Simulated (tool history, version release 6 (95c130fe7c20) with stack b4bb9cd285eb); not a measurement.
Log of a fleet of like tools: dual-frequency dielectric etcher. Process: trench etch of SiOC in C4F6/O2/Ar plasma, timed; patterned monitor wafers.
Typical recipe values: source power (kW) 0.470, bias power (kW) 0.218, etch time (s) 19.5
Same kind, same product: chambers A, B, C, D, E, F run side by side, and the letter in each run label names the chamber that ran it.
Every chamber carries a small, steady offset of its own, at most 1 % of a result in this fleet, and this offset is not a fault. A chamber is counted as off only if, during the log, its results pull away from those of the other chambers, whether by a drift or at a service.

run   hour  source power (kW)  bias power (kW)  etch time (s)  hours since the last wet clean  hours since the last source power generator calibration  hours since the last bias power generator calibration  read-back reference wafer on the same gauge, depth_nm  mean etch depth across the wafer (Å)
 1E    4.4              0.470            0.218           19.5                           281.7                                                    459.8                                                  924.0                                                 41.002                                461.14
 2A    6.8              0.470            0.218           19.5                           149.7                                                    347.4                                                 1517.7                                                 41.013                                458.64
 3F   11.3              0.470            0.218           19.5                           188.0                                                   1578.8                                                 1888.2                                                 41.011                                463.54
 4D   14.5              0.470            0.218           19.5                            57.9                                                   1622.0                                                  619.9                                                 40.991                                459.53
 5C   17.2              0.470            0.218           19.5                            96.4                                                    453.4                                                 2190.1                                                 41.019                                458.20
 6B   21.2              0.470            0.195           19.5                           284.2                                                    203.3                                                  923.5                                                 41.008                                443.73
 7E   25.3              0.470            0.195           19.5                           302.6                                                    480.7                                                  944.9                                                 40.986                                439.00
 8A   29.1              0.470            0.195           19.5                           172.0                                                    369.7                                                 1540.0                                                 40.979                                443.74
 9D   33.8              0.470            0.195           19.5                            77.2                                                   1641.3                                                  639.2                                                 41.005                                442.16
10B   38.1              0.470            0.195           19.5                           301.1                                                    220.2                                                  940.4                                                 41.042                                443.60
11F   40.7              0.470            0.195           19.5                           217.4                                                   1608.2                                                 1917.6                                                 40.996                                444.17
12C   44.4              0.470            0.218           19.5                           123.6                                                    480.6                                                 2217.3                                                 40.988                                463.45
13A   48.5              0.470            0.218           19.5                           191.4                                                    389.1                                                 1559.4                                                 41.064                                455.59
14B   52.0              0.470            0.257           19.5                           315.0                                                    234.1                                                  954.3                                                 41.003                                484.12
15E   57.1              0.470            0.257           19.5                           334.4                                                    512.5                                                  976.7                                                 40.971                                483.15
16C   61.2              0.470            0.257           19.5                           140.4                                                    497.4                                                 2234.1                                                 40.965                                492.22
17F   65.2              0.470            0.257           19.5                           241.9                                                   1632.7                                                 1942.1                                                 40.990                                485.70
18D   67.8              0.470            0.257           19.5                           111.2                                                   1675.3                                                  673.2                                                 40.985                                485.05
19D   71.9              0.470            0.257           19.5                           115.3                                                   1679.4                                                  677.3                                                 41.015                                482.49
20C   75.6              0.470            0.218           19.5                           154.8                                                    511.8                                                 2248.5                                                 41.008                                466.91
21A   79.8              0.470            0.218           19.5                           222.7                                                    420.4                                                 1590.7                                                 40.987                                458.72
22F   85.1              0.470            0.218           19.5                           261.8                                                   1652.6                                                 1962.0                                                 41.015                                460.05
23B   90.2              0.470            0.218           19.5                           353.2                                                    272.3                                                  992.5                                                 41.042                                456.02
24E   95.7              0.470            0.218           19.5                           373.0                                                    551.1                                                 1015.3                                                 40.985                                455.91
25D   98.3              0.470            0.218           19.5                           141.7                                                   1705.8                                                  703.7                                                 40.961                                459.79
26C  102.5              0.470            0.218           19.5                           181.7                                                    538.7                                                 2275.4                                                 41.003                                470.85
27B  105.1              0.470            0.218           19.5                           368.1                                                    287.2                                                 1007.4                                                 41.014                                459.56
28A  107.5              0.470            0.218           19.5                           250.4                                                    448.1                                                 1618.4                                                 40.979                                457.46
29F  109.9              0.470            0.218           19.5                           286.6                                                   1677.4                                                 1986.8                                                 40.945                                461.40
30E  115.1              0.470            0.218           19.5                           392.4                                                    570.5                                                 1034.7                                                 41.016                                458.37
31B  118.9              0.470            0.218           19.5                           381.9                                                    301.0                                                 1021.2                                                 40.996                                458.16
32D  122.3              0.410            0.218           19.5                           165.7                                                   1729.8                                                  727.7                                                 41.004                                440.70
33E  126.8              0.410            0.218           19.5                           404.1                                                    582.2                                                 1046.4                                                 41.012                                436.56
34F  131.9              0.410            0.218           19.5                           308.6                                                   1699.4                                                 2008.8                                                 40.968                                436.90
35A  136.6              0.410            0.218           19.5                           279.5                                                    477.2                                                 1647.5                                                 40.988                                433.62
36C  139.3              0.410            0.218           19.5                           218.5                                                    575.5                                                 2312.2                                                 40.992                                452.98
37B  144.8              0.410            0.218           19.5                           407.8                                                    326.9                                                 1047.1                                                 40.961                                432.14
38F  150.0              0.470            0.218           23.0                           326.7                                                   1717.5                                                 2026.9                                                 40.936                                542.48
39C  154.0              0.470            0.218           23.0                           233.2                                                    590.2                                                 2326.9                                                 41.000                                560.56
40E  158.4              0.470            0.218           23.0                           435.7                                                    613.8                                                 1078.0                                                 41.028                                538.15
41D  163.7              0.470            0.218           23.0                           207.1                                                   1771.2                                                  769.1                                                 40.988                                543.13
42A  168.0              0.470            0.218           23.0                           310.9                                                    508.6                                                 1678.9                                                 41.014                                540.71

Predict what each chamber gives when all 6 of them run the settings below next.
43A  172.0              0.360            0.218           19.5                                                                                                                                                                                                                                            ?
43B  172.0              0.360            0.218           19.5                                                                                                                                                                                                                                            ?
43C  172.0              0.360            0.218           19.5                                                                                                                                                                                                                                            ?
43D  172.0              0.360            0.218           19.5                                                                                                                                                                                                                                            ?
43E  172.0              0.360            0.218           19.5                                                                                                                                                                                                                                            ?
43F  172.0              0.360            0.218           19.5                                                                                                                                                                                                                                            ?

run  mean etch depth across the wafer (Å)
43A                                415.19
43B                                414.08
43C                                435.27
43D                                414.87
43E                                413.05
43F                                415.71
